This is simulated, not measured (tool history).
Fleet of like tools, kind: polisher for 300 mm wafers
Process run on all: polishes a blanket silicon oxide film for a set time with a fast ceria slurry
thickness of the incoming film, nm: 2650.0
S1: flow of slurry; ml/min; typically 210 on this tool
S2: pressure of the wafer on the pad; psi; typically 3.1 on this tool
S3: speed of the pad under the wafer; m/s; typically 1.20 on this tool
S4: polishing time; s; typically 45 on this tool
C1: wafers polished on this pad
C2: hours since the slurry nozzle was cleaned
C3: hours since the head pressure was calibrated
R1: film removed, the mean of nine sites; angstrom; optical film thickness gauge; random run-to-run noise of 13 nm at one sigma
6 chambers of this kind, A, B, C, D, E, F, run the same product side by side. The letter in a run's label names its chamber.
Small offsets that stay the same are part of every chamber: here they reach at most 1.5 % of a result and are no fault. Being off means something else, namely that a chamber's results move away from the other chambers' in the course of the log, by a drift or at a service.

run,day,S1,S2,S3,S4,C1,C2,C3,R1
1F,0.471,210,3.1,1.20,45,182,65.3,356.0,11622.0
2D,0.879,210,3.1,1.20,45,720,58.1,457.6,11646.0
3B,1.275,210,3.1,1.20,45,920,43.1,557.1,11005.0
4E,1.783,210,3.1,1.20,45,688,61.2,816.8,11627.0
# day 2.217: chamber B: worn pad replaced by a new one
# day 2.271: chamber B: head pressure recalibrated
5C,2.300,210,3.1,1.20,45,1271,282.1,293.5,11393.0
# day 2.388: chamber D: worn pad replaced by a new one
6A,2.904,210,3.1,1.20,45,800,179.3,1001.3,11442.0
# day 3.054: chamber E: worn pad replaced by a new one
7C,3.454,210,3.1,1.20,45,1565,309.8,321.2,11248.0
# day 3.558: chamber A: worn pad replaced by a new one
8E,3.742,210,3.1,1.48,45,175,108.2,863.8,14187.0
# day 4.217: chamber F: worn pad replaced by a new one
9A,4.317,210,3.1,1.48,45,193,213.2,1035.2,13877.0
10F,4.788,210,3.1,1.48,45,146,168.9,459.6,14024.0
11B,5.158,210,3.1,1.48,45,748,136.3,69.3,14014.0
12D,5.504,210,3.1,1.48,45,793,169.1,568.6,13712.0
# day 5.704: chamber B: worn pad replaced by a new one
13C,5.929,210,3.1,1.48,45,2195,369.2,380.6,13564.0
# day 6.175: chamber C: slurry nozzle cleaned
# day 6.183: chamber D: worn pad replaced by a new one
14D,6.246,210,3.1,1.20,45,16,186.9,586.4,11560.0
15E,6.750,210,3.1,1.38,35,941,180.4,936.0,10182.0
# day 6.867: chamber E: worn pad replaced by a new one
# day 7.254: chamber A: worn pad replaced by a new one
16F,7.338,210,3.1,1.38,35,795,230.1,520.8,10163.0
17A,7.850,210,3.1,1.38,35,152,298.0,1120.0,9944.8
18B,8.246,210,3.1,1.38,35,647,210.4,143.4,10291.0
19B,8.775,210,3.1,1.38,35,781,223.1,156.1,10007.0
# day 8.821: chamber F: worn pad replaced by a new one
# day 9.171: chamber A: head pressure recalibrated
# day 9.254: chamber B: slurry nozzle cleaned
20C,9.333,210,3.1,1.38,35,3061,75.9,462.3,9951.7
# day 9.442: chamber D: worn pad replaced by a new one
# day 9.454: chamber E: head pressure recalibrated
# day 9.600: chamber B: worn pad replaced by a new one
21D,9.833,210,3.1,1.20,45,100,273.0,672.5,11376.0
22A,10.342,210,3.1,1.20,45,786,357.8,28.2,11464.0
# day 10.612: chamber A: worn pad replaced by a new one
# day 10.875: chamber E: worn pad replaced by a new one
23F,10.917,210,3.1,1.20,45,533,316.0,606.7,11416.0
24E,11.325,210,3.1,1.20,45,115,290.2,44.9,11433.0
# day 11.542: chamber A: slurry nozzle cleaned
25D,11.733,210,3.1,1.20,45,583,318.6,718.1,11558.0
26E,12.117,210,2.7,1.20,45,316,309.2,63.9,9943.6
27A,12.625,210,2.7,1.20,45,512,26.0,83.0,10108.0
# day 13.229: chamber D: head pressure recalibrated
28C,13.238,210,2.7,1.20,45,4055,169.6,556.0,9378.7
29B,13.583,210,2.7,1.20,45,1013,103.9,271.5,9709.2
# day 13.767: chamber D: worn pad replaced by a new one
# day 13.796: chamber F: worn pad replaced by a new one
# day 13.838: chamber B: worn pad replaced by a new one
# day 13.871: chamber D: slurry nozzle cleaned
30F,14.062,210,2.7,1.20,45,68,391.5,682.2,10240.0
# day 14.412: chamber A: worn pad replaced by a new one
31B,14.633,210,2.7,1.20,45,203,129.1,296.7,9975.5
32E,15.067,210,3.1,1.20,45,1067,380.0,134.7,11286.0
33A,15.379,210,3.1,1.20,45,246,92.1,149.1,11339.0
# day 15.450: chamber E: worn pad replaced by a new one
34C,15.758,210,3.1,1.20,45,4696,230.1,616.5,10477.0
35D,16.033,210,3.1,1.20,45,577,51.9,67.4,11608.0
36F,16.392,210,3.1,1.20,45,661,447.4,738.1,11579.0
37A,16.708,210,3.1,1.20,45,584,124.0,181.0,11347.0
38E,17.317,210,3.1,1.20,45,475,434.0,188.7,11462.0
# day 17.354: chamber B: slurry nozzle cleaned
# day 17.433: chamber D: worn pad replaced by a new one
39C,17.671,210,3.1,1.20,45,5183,276.0,662.4,10534.0
# day 18.092: chamber B: worn pad replaced by a new one
# day 18.179: chamber F: worn pad replaced by a new one
40D,18.250,210,3.1,1.34,36,208,105.1,120.6,10235.0
41B,18.538,210,3.1,1.34,36,114,28.4,390.4,10131.0
42F,18.962,210,3.1,1.34,36,200,509.1,799.8,10233.0

Decide between three cases: one chamber stands off from its peers, the gauge reading all wafers drifts, or nothing is wrong past each chamber's small offset. Where a chamber is off, say which and what most likely put it there.

It is chamber C that slowly wanders off from its peers.
What lies behind it: removal rate lost through wear of the pad, % = 8.58.
It could be hard to tell apart here from: head's pressure below its setpoint, %.

Chamber C could run next with any of the 4 candidate recipes listed below; each alters the usual settings, and their results appear as question marks. Which one brings its results back in line with what the other chambers deliver on the usual settings?
In-line tolerance around the mean of the other chambers on the usual settings: R1 450.0 angstrom
43C-1,19.421,210,3.1,1.20,49,,,,?
43C-2,19.421,210,3.0,1.16,44,,,,?
43C-3,19.421,210,2.9,1.14,42,,,,?
43C-4,19.421,210,3.1,1.20,53,,,,?

Other chambers, usual settings, mean: R1 11393.0 angstrom
run,R1
43C-1,11301.0
43C-2,9495.5
43C-3,8610.7
43C-4,12223.0
The right change is 43C-1: it brings the chamber back within the allowed miss of the others.
